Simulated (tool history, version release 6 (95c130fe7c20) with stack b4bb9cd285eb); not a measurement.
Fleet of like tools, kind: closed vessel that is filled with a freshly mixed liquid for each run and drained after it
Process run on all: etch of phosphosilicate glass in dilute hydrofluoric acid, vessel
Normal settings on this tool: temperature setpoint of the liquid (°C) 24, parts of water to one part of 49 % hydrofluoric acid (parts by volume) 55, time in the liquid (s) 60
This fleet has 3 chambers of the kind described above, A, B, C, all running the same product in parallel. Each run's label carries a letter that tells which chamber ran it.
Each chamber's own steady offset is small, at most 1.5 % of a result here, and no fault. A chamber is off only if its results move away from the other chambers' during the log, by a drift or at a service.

run   hour  temperature setpoint of the liquid (°C)  parts of water to one part of 49 % hydrofluoric acid (parts by volume)  time in the liquid (s)  read-back film thickness of the phosphosilicate glass reference wafer, read on the same gauge (nm)  thickness taken off the phosphosilicate glass on a monitor wafer (nm)
 1A   11.3                                       24                                                                      55                      60                                                                                              80.001                                                                142.950
 2B   19.5                                       24                                                                      55                      60                                                                                              80.007                                                                141.270
 3C   30.1                                       24                                                                      55                      60                                                                                              80.000                                                                142.360
 4A   36.4                                       24                                                                      55                      60                                                                                              79.992                                                                142.600
 5C   44.4                                       24                                                                      55                      60                                                                                              79.983                                                                144.600
 6B   55.4                                       24                                                                      55                      60                                                                                              79.999                                                                139.740
 7B   61.8                                       24                                                                      55                      60                                                                                              80.012                                                                141.960
 8C   69.4                                       24                                                                      55                      60                                                                                              79.994                                                                141.620
      72.6  -- chamber A: hydrofluoric acid flow meter replaced
 9A   75.4                                       24                                                                      55                      60                                                                                              80.014                                                                141.720
10B   81.4                                       24                                                                      55                      60                                                                                              79.977                                                                142.240
11C   87.9                                       24                                                                      55                      30                                                                                              79.995                                                                 69.953
12A   93.1                                       24                                                                      55                      30                                                                                              80.006                                                                 71.231
13A  101.5                                       24                                                                      55                      30                                                                                              80.017                                                                 71.867
14C  112.9                                       24                                                                      55                      60                                                                                              79.992                                                                140.660
15B  119.4                                       24                                                                      55                      60                                                                                              79.997                                                                143.080
16C  129.7                                       24                                                                      55                      60                                                                                              79.997                                                                139.010
17A  139.5                                       24                                                                      55                      60                                                                                              80.025                                                                141.560
18B  146.7                                       24                                                                      55                      60                                                                                              80.000                                                                142.370
19C  158.1                                       24                                                                      55                      60                                                                                              80.002                                                                138.080
20B  164.7                                       24                                                                      55                      60                                                                                              80.014                                                                140.900
21A  172.3                                       21                                                                      55                      60                                                                                              79.998                                                                125.660
22B  182.5                                       21                                                                      55                      60                                                                                              79.995                                                                125.350
23A  189.6                                       21                                                                      55                      60                                                                                              80.013                                                                124.700
     196.7  -- chamber B: thermometer replaced
24C  197.2                                       24                                                                      55                      60                                                                                              79.998                                                                134.350
25C  202.6                                       24                                                                      55                      60                                                                                              79.988                                                                134.550
26B  210.3                                       24                                                                      55                      60                                                                                              79.986                                                                140.510
27A  215.5                                       24                                                                      55                      60                                                                                              79.996                                                                142.010
28A  222.9                                       24                                                                      55                      60                                                                                              79.997                                                                143.540
29B  229.5                                       24                                                                      55                      60                                                                                              80.001                                                                140.990
30C  234.5                                       24                                                                      55                      60                                                                                              80.006                                                                131.880
31B  242.8                                       24                                                                      55                      60                                                                                              80.000                                                                138.800
32A  249.3                                       24                                                                      55                      60                                                                                              79.992                                                                141.490
33C  258.1                                       24                                                                      55                      60                                                                                              79.998                                                                130.060
34C  267.6                                       24                                                                      55                      60                                                                                              80.008                                                                129.890

Read the log: is a single chamber off, either drifting away or since a service, is the gauge that measures every chamber drifting, or is nothing wrong beyond small per-chamber offsets? Name any odd chamber and what most likely caused it.

Little by little, chamber C moves away from the other chambers.
What lies behind it: hydrofluoric acid flow below the setpoint (%) = 8.19.
With only this log, it may be confused with: liquid colder than its thermometer reads (K).

Chamber C could run next with any of the 4 candidate recipes listed below; each alters the usual settings, and their results appear as question marks. Which one brings its results back in line with what the other chambers deliver on the usual settings?
A result is in line if it is within this distance of the other chambers' mean on the usual settings: thickness taken off the phosphosilicate glass on a monitor wafer (nm) 3.300
35C-1  275.8                                       26                                                                      55                      60                                                                                                                                                                          ?
35C-2  275.8                                       24                                                                      55                      55                                                                                                                                                                          ?
35C-3  275.8                                       25                                                                      55                      60                                                                                                                                                                          ?
35C-4  275.8                                       23                                                                      55                      60                                                                                                                                                                          ?

The other chambers' mean on the usual settings: thickness taken off the phosphosilicate glass on a monitor wafer (nm) 141.630
  run  thickness taken off the phosphosilicate glass on a monitor wafer (nm)
35C-1                                                                140.970
35C-2                                                                119.130
35C-3                                                                135.350
35C-4                                                                124.740
35C-1 is the one that brings the chamber's results back in line with the other chambers.
